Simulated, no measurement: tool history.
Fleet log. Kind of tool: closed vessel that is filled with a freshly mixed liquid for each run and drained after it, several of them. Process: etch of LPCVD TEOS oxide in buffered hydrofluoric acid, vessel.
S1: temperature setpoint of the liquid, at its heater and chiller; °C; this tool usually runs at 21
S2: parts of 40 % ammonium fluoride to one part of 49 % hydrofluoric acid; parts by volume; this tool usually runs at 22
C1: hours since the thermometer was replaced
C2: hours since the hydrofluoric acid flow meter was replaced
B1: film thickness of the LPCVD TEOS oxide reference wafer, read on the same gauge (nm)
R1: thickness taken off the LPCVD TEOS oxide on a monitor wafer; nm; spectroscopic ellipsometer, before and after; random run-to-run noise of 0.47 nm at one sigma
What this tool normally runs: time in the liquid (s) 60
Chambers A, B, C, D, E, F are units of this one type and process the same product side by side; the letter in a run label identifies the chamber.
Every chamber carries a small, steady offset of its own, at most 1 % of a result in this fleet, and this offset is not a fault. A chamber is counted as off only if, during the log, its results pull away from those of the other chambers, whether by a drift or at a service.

run 1A hour=3.9 | S1=21 S2=22 time_in_the_liquid_(s)=60 | C1=1169.0 C2=72.4 | B1=80.007 | R1=52.227
run 2E hour=10.1 | S1=21 S2=22 time_in_the_liquid_(s)=60 | C1=443.0 C2=481.9 | B1=79.965 | R1=51.303
run 3B hour=16.4 | S1=21 S2=22 time_in_the_liquid_(s)=60 | C1=696.9 C2=95.8 | B1=80.008 | R1=50.246
run 4C hour=23.4 | S1=21 S2=22 time_in_the_liquid_(s)=60 | C1=77.4 C2=534.5 | B1=79.973 | R1=51.586
run 5F hour=27.1 | S1=21 S2=22 time_in_the_liquid_(s)=60 | C1=373.4 C2=254.1 | B1=80.025 | R1=50.737
run 6D hour=33.2 | S1=21 S2=22 time_in_the_liquid_(s)=60 | C1=198.6 C2=1677.8 | B1=80.044 | R1=50.796
run 7A hour=39.0 | S1=21 S2=22 time_in_the_liquid_(s)=60 | C1=1204.1 C2=107.5 | B1=79.999 | R1=51.162
run 8F hour=46.3 | S1=21 S2=22 time_in_the_liquid_(s)=60 | C1=392.6 C2=273.3 | B1=80.007 | R1=51.322
run 9C hour=53.1 | S1=21 S2=22 time_in_the_liquid_(s)=60 | C1=107.1 C2=564.2 | B1=80.009 | R1=51.839
run 10B hour=61.3 | S1=21 S2=22 time_in_the_liquid_(s)=60 | C1=741.8 C2=140.7 | B1=79.985 | R1=51.664
run 11D hour=64.9 | S1=21 S2=22 time_in_the_liquid_(s)=60 | C1=230.3 C2=1709.5 | B1=79.962 | R1=51.419
run 12E hour=72.0 | S1=21 S2=22 time_in_the_liquid_(s)=60 | C1=504.9 C2=543.8 | B1=79.970 | R1=49.956
run 13F hour=75.7 | S1=21 S2=22 time_in_the_liquid_(s)=60 | C1=422.0 C2=302.7 | B1=79.999 | R1=51.222
run 14D hour=80.9 | S1=21 S2=22 time_in_the_liquid_(s)=60 | C1=246.3 C2=1725.5 | B1=80.003 | R1=50.489
run 15C hour=86.4 | S1=21 S2=22 time_in_the_liquid_(s)=60 | C1=140.4 C2=597.5 | B1=80.007 | R1=51.302
run 16A hour=91.9 | S1=21 S2=22 time_in_the_liquid_(s)=60 | C1=1257.0 C2=160.4 | B1=80.043 | R1=51.309
run 17E hour=97.3 | S1=21 S2=22 time_in_the_liquid_(s)=60 | C1=530.2 C2=569.1 | B1=80.049 | R1=50.147
run 18B hour=102.0 | S1=21 S2=22 time_in_the_liquid_(s)=60 | C1=782.5 C2=181.4 | B1=80.002 | R1=51.733
run 19A hour=105.8 | S1=21 S2=22 time_in_the_liquid_(s)=60 | C1=1270.9 C2=174.3 | B1=79.990 | R1=51.446
run 20F hour=110.8 | S1=21 S2=22 time_in_the_liquid_(s)=60 | C1=457.1 C2=337.8 | B1=80.011 | R1=51.215
run 21B hour=115.0 | S1=21 S2=22 time_in_the_liquid_(s)=60 | C1=795.5 C2=194.4 | B1=80.037 | R1=51.325
run 22C hour=122.8 | S1=21 S2=22 time_in_the_liquid_(s)=60 | C1=176.8 C2=633.9 | B1=80.000 | R1=50.853
run 23D hour=129.7 | S1=21 S2=16 time_in_the_liquid_(s)=60 | C1=295.1 C2=1774.3 | B1=79.987 | R1=68.885
run 24E hour=137.8 | S1=21 S2=16 time_in_the_liquid_(s)=60 | C1=570.7 C2=609.6 | B1=80.008 | R1=65.924
run 25B hour=141.8 | S1=21 S2=16 time_in_the_liquid_(s)=60 | C1=822.3 C2=221.2 | B1=79.999 | R1=68.679
run 26A hour=147.8 | S1=21 S2=16 time_in_the_liquid_(s)=60 | C1=1312.9 C2=216.3 | B1=79.986 | R1=68.996
run 27D hour=153.1 | S1=21 S2=16 time_in_the_liquid_(s)=60 | C1=318.5 C2=1797.7 | B1=80.027 | R1=68.085
run 28E hour=157.6 | S1=21 S2=16 time_in_the_liquid_(s)=60 | C1=590.5 C2=629.4 | B1=79.964 | R1=65.695
run 29F hour=162.9 | S1=21 S2=22 time_in_the_liquid_(s)=60 | C1=509.2 C2=389.9 | B1=80.022 | R1=50.990
run 30C hour=168.2 | S1=21 S2=22 time_in_the_liquid_(s)=60 | C1=222.2 C2=679.3 | B1=79.942 | R1=51.555
run 31E hour=172.1 | S1=21 S2=22 time_in_the_liquid_(s)=60 | C1=605.0 C2=643.9 | B1=79.989 | R1=49.067
run 32B hour=178.7 | S1=21 S2=22 time_in_the_liquid_(s)=60 | C1=859.2 C2=258.1 | B1=80.008 | R1=50.752
run 33F hour=183.2 | S1=21 S2=22 time_in_the_liquid_(s)=60 | C1=529.5 C2=410.2 | B1=80.013 | R1=51.285
-- hour=184.2 chamber D: hydrofluoric acid flow meter replaced
run 34A hour=190.2 | S1=21 S2=22 time_in_the_liquid_(s)=60 | C1=1355.3 C2=258.7 | B1=79.983 | R1=51.139
run 35C hour=196.3 | S1=21 S2=22 time_in_the_liquid_(s)=60 | C1=250.3 C2=707.4 | B1=80.031 | R1=51.222
run 36D hour=201.0 | S1=21 S2=22 time_in_the_liquid_(s)=60 | C1=366.4 C2=16.9 | B1=80.014 | R1=50.808
run 37A hour=208.8 | S1=21 S2=22 time_in_the_liquid_(s)=60 | C1=1373.9 C2=277.3 | B1=79.990 | R1=52.106
run 38C hour=216.8 | S1=21 S2=22 time_in_the_liquid_(s)=60 | C1=270.8 C2=727.9 | B1=80.059 | R1=52.222
run 39B hour=222.5 | S1=21 S2=22 time_in_the_liquid_(s)=60 | C1=903.0 C2=301.9 | B1=80.005 | R1=51.160
run 40D hour=230.4 | S1=21 S2=22 time_in_the_liquid_(s)=60 | C1=395.8 C2=46.3 | B1=79.993 | R1=51.022
run 41E hour=236.4 | S1=21 S2=22 time_in_the_liquid_(s)=60 | C1=669.3 C2=708.2 | B1=79.991 | R1=48.351

Which is it: a chamber that has drifted or been left off by a service, a gauge drift common to all chambers, or only each chamber's usual small offset? If a chamber is off, name it and its likeliest cause.

Chamber E drifts away from the others.
Cause: liquid colder than its thermometer reads (K) = 1.19.
The log may not tell that from: hydrofluoric acid flow below the setpoint (%).

Chamber E could run next with any of the 4 candidate recipes listed below; each alters the usual settings, and their results appear as question marks. Which one brings its results back in line with what the other chambers deliver on the usual settings?
Counts as in line when no further than this from what the other chambers average on the usual settings: R1 1.600 nm
run 42E-1 hour=242.3 | S1=21.0 S2=22.0 time_in_the_liquid_(s)=65 | R1=?
run 42E-2 hour=242.3 | S1=21.0 S2=22.5 time_in_the_liquid_(s)=60 | R1=?
run 42E-3 hour=242.3 | S1=21.0 S2=21.5 time_in_the_liquid_(s)=60 | R1=?
run 42E-4 hour=242.3 | S1=19.5 S2=22.0 time_in_the_liquid_(s)=60 | R1=?

The mean the other chambers reach with the usual settings: R1 51.266 nm
run=42E-1 R1=51.460
run=42E-2 R1=46.767
run=42E-3 R1=48.264
run=42E-4 R1=43.713
Change 42E-1 lands the chamber within the allowed miss of the other chambers.
